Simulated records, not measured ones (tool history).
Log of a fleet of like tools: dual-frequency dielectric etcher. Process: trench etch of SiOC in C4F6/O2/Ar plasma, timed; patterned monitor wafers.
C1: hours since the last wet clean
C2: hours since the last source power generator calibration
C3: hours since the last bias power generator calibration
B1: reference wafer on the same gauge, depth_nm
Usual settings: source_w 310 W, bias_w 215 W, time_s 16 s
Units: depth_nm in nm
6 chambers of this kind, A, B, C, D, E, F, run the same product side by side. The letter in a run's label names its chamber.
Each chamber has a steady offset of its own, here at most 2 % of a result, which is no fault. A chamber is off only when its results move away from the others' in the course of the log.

run 1F hour=3.1 | source_w=310 bias_w=215 time_s=16 | C1=299.6 C2=353.3 C3=1768.9 | B1=37.198 | depth_nm=31.640
run 2C hour=6.6 | source_w=310 bias_w=215 time_s=16 | C1=90.9 C2=2686.3 C3=539.0 | B1=37.189 | depth_nm=31.321
run 3A hour=10.7 | source_w=310 bias_w=215 time_s=16 | C1=440.5 C2=810.2 C3=3182.7 | B1=37.195 | depth_nm=32.159
run 4E hour=14.4 | source_w=310 bias_w=215 time_s=16 | C1=123.9 C2=2705.5 C3=1590.6 | B1=37.179 | depth_nm=31.884
run 5B hour=19.9 | source_w=310 bias_w=215 time_s=16 | C1=304.4 C2=2926.0 C3=2412.3 | B1=37.191 | depth_nm=31.869
run 6D hour=25.4 | source_w=310 bias_w=215 time_s=16 | C1=549.3 C2=571.3 C3=1453.8 | B1=37.196 | depth_nm=31.806
run 7B hour=31.1 | source_w=310 bias_w=215 time_s=16 | C1=315.6 C2=2937.2 C3=2423.5 | B1=37.224 | depth_nm=32.115
-- hour=32.1 chamber F: bias power generator calibrated
-- hour=33.4 chamber A: wet clean of the chamber
run 8A hour=37.3 | source_w=310 bias_w=215 time_s=16 | C1=4.0 C2=836.8 C3=3209.3 | B1=37.178 | depth_nm=32.163
run 9F hour=40.8 | source_w=310 bias_w=215 time_s=16 | C1=337.3 C2=391.0 C3=8.8 | B1=37.215 | depth_nm=31.793
run 10C hour=44.3 | source_w=310 bias_w=215 time_s=16 | C1=128.6 C2=2724.0 C3=576.7 | B1=37.166 | depth_nm=31.362
run 11E hour=47.2 | source_w=310 bias_w=215 time_s=16 | C1=156.7 C2=2738.3 C3=1623.4 | B1=37.196 | depth_nm=31.866
run 12D hour=51.0 | source_w=310 bias_w=215 time_s=16 | C1=574.9 C2=596.9 C3=1479.4 | B1=37.197 | depth_nm=32.047
run 13E hour=53.9 | source_w=310 bias_w=215 time_s=16 | C1=163.4 C2=2745.0 C3=1630.1 | B1=37.234 | depth_nm=31.819
run 14B hour=59.3 | source_w=310 bias_w=215 time_s=16 | C1=343.8 C2=2965.4 C3=2451.7 | B1=37.189 | depth_nm=32.042
run 15A hour=63.3 | source_w=310 bias_w=215 time_s=16 | C1=30.0 C2=862.8 C3=3235.3 | B1=37.181 | depth_nm=32.097
run 16C hour=69.3 | source_w=310 bias_w=215 time_s=16 | C1=153.6 C2=2749.0 C3=601.7 | B1=37.205 | depth_nm=31.310
run 17F hour=73.5 | source_w=310 bias_w=215 time_s=16 | C1=370.0 C2=423.7 C3=41.5 | B1=37.217 | depth_nm=31.809
-- hour=74.2 chamber D: wet clean of the chamber
run 18D hour=77.8 | source_w=310 bias_w=215 time_s=16 | C1=3.6 C2=623.7 C3=1506.2 | B1=37.194 | depth_nm=31.751
run 19C hour=82.1 | source_w=310 bias_w=215 time_s=16 | C1=166.4 C2=2761.8 C3=614.5 | B1=37.197 | depth_nm=31.481
run 20A hour=87.2 | source_w=310 bias_w=215 time_s=16 | C1=53.9 C2=886.7 C3=3259.2 | B1=37.206 | depth_nm=32.175
run 21E hour=92.0 | source_w=310 bias_w=215 time_s=16 | C1=201.5 C2=2783.1 C3=1668.2 | B1=37.203 | depth_nm=31.845
run 22B hour=96.9 | source_w=310 bias_w=215 time_s=16 | C1=381.4 C2=3003.0 C3=2489.3 | B1=37.188 | depth_nm=31.844
-- hour=100.2 chamber A: bias power generator calibrated
run 23D hour=101.2 | source_w=250 bias_w=215 time_s=14 | C1=27.0 C2=647.1 C3=1529.6 | B1=37.187 | depth_nm=25.763
run 24F hour=104.4 | source_w=250 bias_w=215 time_s=14 | C1=400.9 C2=454.6 C3=72.4 | B1=37.174 | depth_nm=25.558
run 25B hour=110.5 | source_w=250 bias_w=215 time_s=14 | C1=395.0 C2=3016.6 C3=2502.9 | B1=37.187 | depth_nm=25.663
run 26A hour=116.8 | source_w=250 bias_w=215 time_s=14 | C1=83.5 C2=916.3 C3=16.6 | B1=37.199 | depth_nm=26.265
run 27C hour=121.7 | source_w=250 bias_w=215 time_s=14 | C1=206.0 C2=2801.4 C3=654.1 | B1=37.185 | depth_nm=25.301
run 28E hour=126.3 | source_w=250 bias_w=215 time_s=14 | C1=235.8 C2=2817.4 C3=1702.5 | B1=37.183 | depth_nm=25.724
-- hour=128.1 chamber F: wet clean of the chamber
run 29D hour=131.3 | source_w=310 bias_w=215 time_s=16 | C1=57.1 C2=677.2 C3=1559.7 | B1=37.212 | depth_nm=31.747
run 30F hour=134.6 | source_w=310 bias_w=215 time_s=16 | C1=6.6 C2=484.8 C3=102.6 | B1=37.176 | depth_nm=31.853
run 31C hour=138.9 | source_w=310 bias_w=183 time_s=14 | C1=223.2 C2=2818.6 C3=671.3 | B1=37.225 | depth_nm=26.147
run 32B hour=143.7 | source_w=310 bias_w=183 time_s=14 | C1=428.2 C2=3049.8 C3=2536.1 | B1=37.198 | depth_nm=26.603
run 33E hour=146.6 | source_w=310 bias_w=183 time_s=14 | C1=256.1 C2=2837.7 C3=1722.8 | B1=37.168 | depth_nm=26.422
run 34D hour=151.2 | source_w=310 bias_w=183 time_s=14 | C1=77.0 C2=697.1 C3=1579.6 | B1=37.194 | depth_nm=26.320
run 35A hour=155.3 | source_w=310 bias_w=183 time_s=14 | C1=122.0 C2=954.8 C3=55.1 | B1=37.203 | depth_nm=26.995
-- hour=160.3 chamber B: wet clean of the chamber
run 36F hour=161.5 | source_w=310 bias_w=183 time_s=14 | C1=33.5 C2=511.7 C3=129.5 | B1=37.196 | depth_nm=26.433
run 37A hour=165.1 | source_w=310 bias_w=215 time_s=16 | C1=131.8 C2=964.6 C3=64.9 | B1=37.207 | depth_nm=32.586
run 38E hour=168.1 | source_w=310 bias_w=215 time_s=16 | C1=277.6 C2=2859.2 C3=1744.3 | B1=37.193 | depth_nm=31.918
run 39D hour=171.0 | source_w=310 bias_w=238 time_s=16 | C1=96.8 C2=716.9 C3=1599.4 | B1=37.212 | depth_nm=32.848
run 40B hour=176.7 | source_w=310 bias_w=238 time_s=16 | C1=16.5 C2=3082.8 C3=2569.1 | B1=37.161 | depth_nm=33.093
run 41C hour=179.5 | source_w=310 bias_w=238 time_s=16 | C1=263.8 C2=2859.2 C3=711.9 | B1=37.223 | depth_nm=32.539
run 42F hour=183.8 | source_w=310 bias_w=238 time_s=16 | C1=55.8 C2=534.0 C3=151.8 | B1=37.200 | depth_nm=32.800
run 43D hour=189.8 | source_w=310 bias_w=238 time_s=16 | C1=115.6 C2=735.7 C3=1618.2 | B1=37.208 | depth_nm=32.786

What goes on in this fleet: one chamber off, a drifting gauge, or nothing beyond the chambers' own small offsets? Name the chamber and the cause, if any.

A service left chamber A off against the others.
Cause: bias power that arrives over what is set, % = 4.65.

Here are 4 candidates for chamber A's next run, each the usual settings with a change, their results left as question marks. Which one brings its results back in line with what the others give on the usual settings?
In line means no further than this from the other chambers' mean on the usual settings: depth_nm 0.290 nm
run 44A-1 hour=194.5 | source_w=330 bias_w=229 time_s=16 | depth_nm=?
run 44A-2 hour=194.5 | source_w=310 bias_w=184 time_s=16 | depth_nm=?
run 44A-3 hour=194.5 | source_w=320 bias_w=222 time_s=16 | depth_nm=?
run 44A-4 hour=194.5 | source_w=310 bias_w=199 time_s=16 | depth_nm=?

The other chambers' mean on the usual settings: depth_nm 31.765 nm
run=44A-1 depth_nm=34.135
run=44A-2 depth_nm=31.016
run=44A-3 depth_nm=33.387
run=44A-4 depth_nm=31.813
44A-4 brings the chamber back in line.
